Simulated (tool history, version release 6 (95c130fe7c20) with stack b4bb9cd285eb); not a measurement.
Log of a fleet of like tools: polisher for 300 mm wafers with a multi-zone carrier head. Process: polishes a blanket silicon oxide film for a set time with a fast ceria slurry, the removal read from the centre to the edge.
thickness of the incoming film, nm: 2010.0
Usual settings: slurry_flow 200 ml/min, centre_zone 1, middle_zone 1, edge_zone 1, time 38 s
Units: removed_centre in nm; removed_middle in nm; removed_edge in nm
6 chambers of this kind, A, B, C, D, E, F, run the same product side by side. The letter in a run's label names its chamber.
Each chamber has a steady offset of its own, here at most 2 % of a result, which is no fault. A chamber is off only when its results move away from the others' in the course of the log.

run   hour  slurry_flow  centre_zone  middle_zone  edge_zone  time  removed_centre  removed_middle  removed_edge
 1F    3.3          200            1            1          1    38          641.01          632.05        640.14
 2B    6.1          200            1            1          1    38          645.58          635.03        636.86
         8  -- chamber B: worn pad replaced by a new one
      10.4  -- chamber D: edge zone pressure recalibrated
 3A   12.2          200            1            1          1    38          633.85          636.52        640.78
 4C   15.1          200            1            1          1    38          639.38          628.48        639.89
 5D   19.9          200            1            1          1    38          648.37          646.52        626.42
 6E   23.2          200            1            1          1    38          629.78          635.41        621.94
      24.1  -- chamber A: worn pad replaced by a new one
 7B     27          200            1            1          1    38           635.7          648.58        634.34
 8C   30.3          200            1            1          1    38          639.64          626.89        639.52
 9F   34.7          200            1            1          1    38          663.52          637.01         643.8
      35.9  -- chamber C: slurry nozzle cleaned
10D   37.9          165         0.94            1          1    38          585.54           610.4        605.67
      42.2  -- chamber D: centre zone pressure recalibrated
11A   43.8          165         0.94            1          1    38          569.51          605.28        629.84
12E   47.7          165         0.94            1          1    38          592.13          615.08        625.35
      48.5  -- chamber E: worn pad replaced by a new one
      51.1  -- chamber D: worn pad replaced by a new one
13A   51.1          165         0.94            1          1    38          571.52          609.67        634.01
      56.5  -- chamber F: worn pad replaced by a new one
14F   57.1          165         0.94            1          1    38           574.8          629.71        610.44
15B   61.6          165         0.94            1          1    38          568.92          631.99        620.33
16D   64.4          200            1            1          1    38          639.93          640.79        618.93
17E   69.9          200            1            1          1    38          643.29          638.17        635.28
18C     74          200            1            1          1    38          641.49          627.94        645.02
      74.2  -- chamber C: worn pad replaced by a new one
      76.1  -- chamber F: edge zone pressure recalibrated
19F   77.8          200            1            1          1    38          616.71          641.44         643.2
20E   83.1          200            1            1          1    38          638.82          645.18         643.6
      86.2  -- chamber B: worn pad replaced by a new one
21D   86.9          200            1            1          1    38          633.66          633.96        629.07
      88.7  -- chamber E: slurry nozzle cleaned
22A   92.5          200            1            1          1    38          627.21          636.54        626.54
23B   96.3          200            1            1          1    38           639.3          644.03        646.35
     100.9  -- chamber E: worn pad replaced by a new one
24C    102          200            1         0.94       1.05    38          628.42          590.19        659.67
25A  108.1          200            1         0.94       1.05    38          624.37          599.63        650.45
26E  111.1          200            1         0.94       1.05    38          647.45          608.96        660.68
27C  115.8          200            1         0.94       1.05    38          631.38          590.69        660.22
       118  -- chamber B: centre zone pressure recalibrated
28F  118.5          200            1         0.94       1.05    38          614.24          614.17         646.1
     122.2  -- chamber D: worn pad replaced by a new one
29B  123.4          200            1         0.94       1.05    38          634.38          616.05        674.66
30D  128.4          200            1            1          1    38          641.73          621.59        623.91
31F    134          200            1            1          1    38           592.8          648.95        635.23
32D  139.9          200            1            1          1    38          646.37          644.92        616.41
33E  146.1          200            1            1          1    38          639.21          638.82        638.47
34B  150.3          200            1            1          1    38          643.23          645.92        639.59
     153.5  -- chamber E: worn pad replaced by a new one
35C  156.4          200            1            1          1    38          633.16          629.12        631.18
36A  159.3          200            1            1          1    38          628.61          641.93           633
     164.1  -- chamber B: worn pad replaced by a new one
37D  164.2          200            1            1       1.11    43          720.51           727.8        751.24
38C  169.2          200            1            1       1.11    43          723.43          721.08        747.67
     170.3  -- chamber A: edge zone pressure recalibrated
39E    174          200            1            1       1.11    43          721.43          725.45        761.11
     174.1  -- chamber E: centre zone pressure recalibrated
40A  178.9          200            1            1       1.11    43          719.07          710.53        741.07
41B  183.6          200            1            1       1.11    43          714.33          737.46         778.4
42F  186.4          200            1            1       1.11    43          668.25          729.05        752.91
     191.3  -- chamber D: worn pad replaced by a new one
43D  192.5          145            1            1       1.05    38          588.58          605.75        617.71
44E  196.6          145            1            1       1.05    38          599.68          602.74        638.24

Next, every chamber runs the same settings. What will each give?
45A   201          200            1            1          1    38               ?               ?             ?
45B   201          200            1            1          1    38               ?               ?             ?
45C   201          200            1            1          1    38               ?               ?             ?
45D   201          200            1            1          1    38               ?               ?             ?
45E   201          200            1            1          1    38               ?               ?             ?
45F   201          200            1            1          1    38               ?               ?             ?

run  removed_centre  removed_middle  removed_edge
45A           629.8          637.39        635.43
45B          643.09          651.82        652.59
45C          627.01          631.09        638.97
45D          623.11          631.96        617.14
45E          629.22          641.03        630.24
45F          565.79          643.09        633.09
